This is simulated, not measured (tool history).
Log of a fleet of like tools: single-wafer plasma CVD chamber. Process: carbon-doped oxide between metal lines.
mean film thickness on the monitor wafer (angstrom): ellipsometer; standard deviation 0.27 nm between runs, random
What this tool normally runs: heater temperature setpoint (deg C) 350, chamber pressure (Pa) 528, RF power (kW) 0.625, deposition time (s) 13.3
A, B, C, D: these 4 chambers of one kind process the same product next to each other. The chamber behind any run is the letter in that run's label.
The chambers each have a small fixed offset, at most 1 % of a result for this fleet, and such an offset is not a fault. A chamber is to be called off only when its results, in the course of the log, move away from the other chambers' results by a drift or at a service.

run	day	heater temperature setpoint (deg C)	chamber pressure (Pa)	RF power (kW)	deposition time (s)	read-back reference wafer on the same gauge, thickness_nm	mean film thickness on the monitor wafer (angstrom)
1C	0.154	350	528	0.625	13.3	80.935	768.9
2B	0.283	350	528	0.625	13.3	80.961	764.69
3A	0.425	350	528	0.625	13.3	81.024	766.69
4D	0.567	350	528	0.625	13.3	81.063	769.58
5D	0.846	350	528	0.625	13.3	81.022	770.01
6C	1.121	350	528	0.625	13.3	81.048	772.26
7B	1.383	350	528	0.545	12	81.072	637.42
8A	1.654	350	528	0.545	12	81.013	640.65
9C	1.812	350	528	0.545	12	80.981	635.56
10A	1.962	350	528	0.545	12	81.011	636.67
11D	2.112	350	528	0.625	13.3	80.948	770.75
12B	2.35	335	528	0.625	13.3	80.994	800.44
13A	2.617	335	528	0.625	13.3	80.999	805.84
14D	2.742	335	528	0.625	13.3	80.964	807.02
15C	2.896	335	528	0.625	13.3	80.981	803.52
16B	3.125	350	528	0.625	13.3	81.032	764.2
17C	3.371	350	528	0.625	13.3	81.04	768.01
18D	3.629	350	528	0.625	13.3	81.023	768.09
19B	3.854	350	528	0.625	13.3	81.04	773.07
20A	4.121	350	528	0.625	13.3	80.956	768.46
21D	4.388	350	528	0.625	13.3	81.003	770.81
22C	4.588	350	528	0.625	13.3	80.993	762.06
23A	4.808	350	528	0.625	13.3	81	767.95
24B	4.992	350	528	0.625	13.3	81.011	770.77
25D	5.25	350	528	0.625	13.3	80.948	771.37
26C	5.492	350	528	0.625	13.3	80.967	767.23
27A	5.629	350	528	0.625	13.3	81.015	767.57
28B	5.758	350	589	0.585	13.3	80.886	746.57
29D	5.946	350	589	0.585	13.3	80.965	752.46
30B	6.183	350	589	0.585	13.3	81.003	749.64
31C	6.379	350	589	0.585	13.3	81.014	746.56
32A	6.629	350	487	0.625	13.3	81.104	756.69
33B	6.754	350	487	0.625	13.3	81.011	763.2
34A	7.021	350	487	0.625	13.3	80.971	759.53
35C	7.217	350	487	0.625	13.3	80.939	757.62
36D	7.479	350	528	0.625	13.3	81.035	774.82
37A	7.638	350	528	0.625	13.3	80.992	768.26
38B	7.779	350	528	0.73	15.8	81.074	1001.5
39C	7.925	350	528	0.73	15.8	81.037	992.35
40D	8.2	350	528	0.73	15.8	80.973	1004

The same settings go to every chamber for the next run, one line per chamber below. Forecast the results for each:
41A	8.4	350	528	0.625	13.3		?
41B	8.4	350	528	0.625	13.3		?
41C	8.4	350	528	0.625	13.3		?
41D	8.4	350	528	0.625	13.3		?

run	mean film thickness on the monitor wafer (angstrom)
41A	773
41B	770.23
41C	766.29
41D	776.29
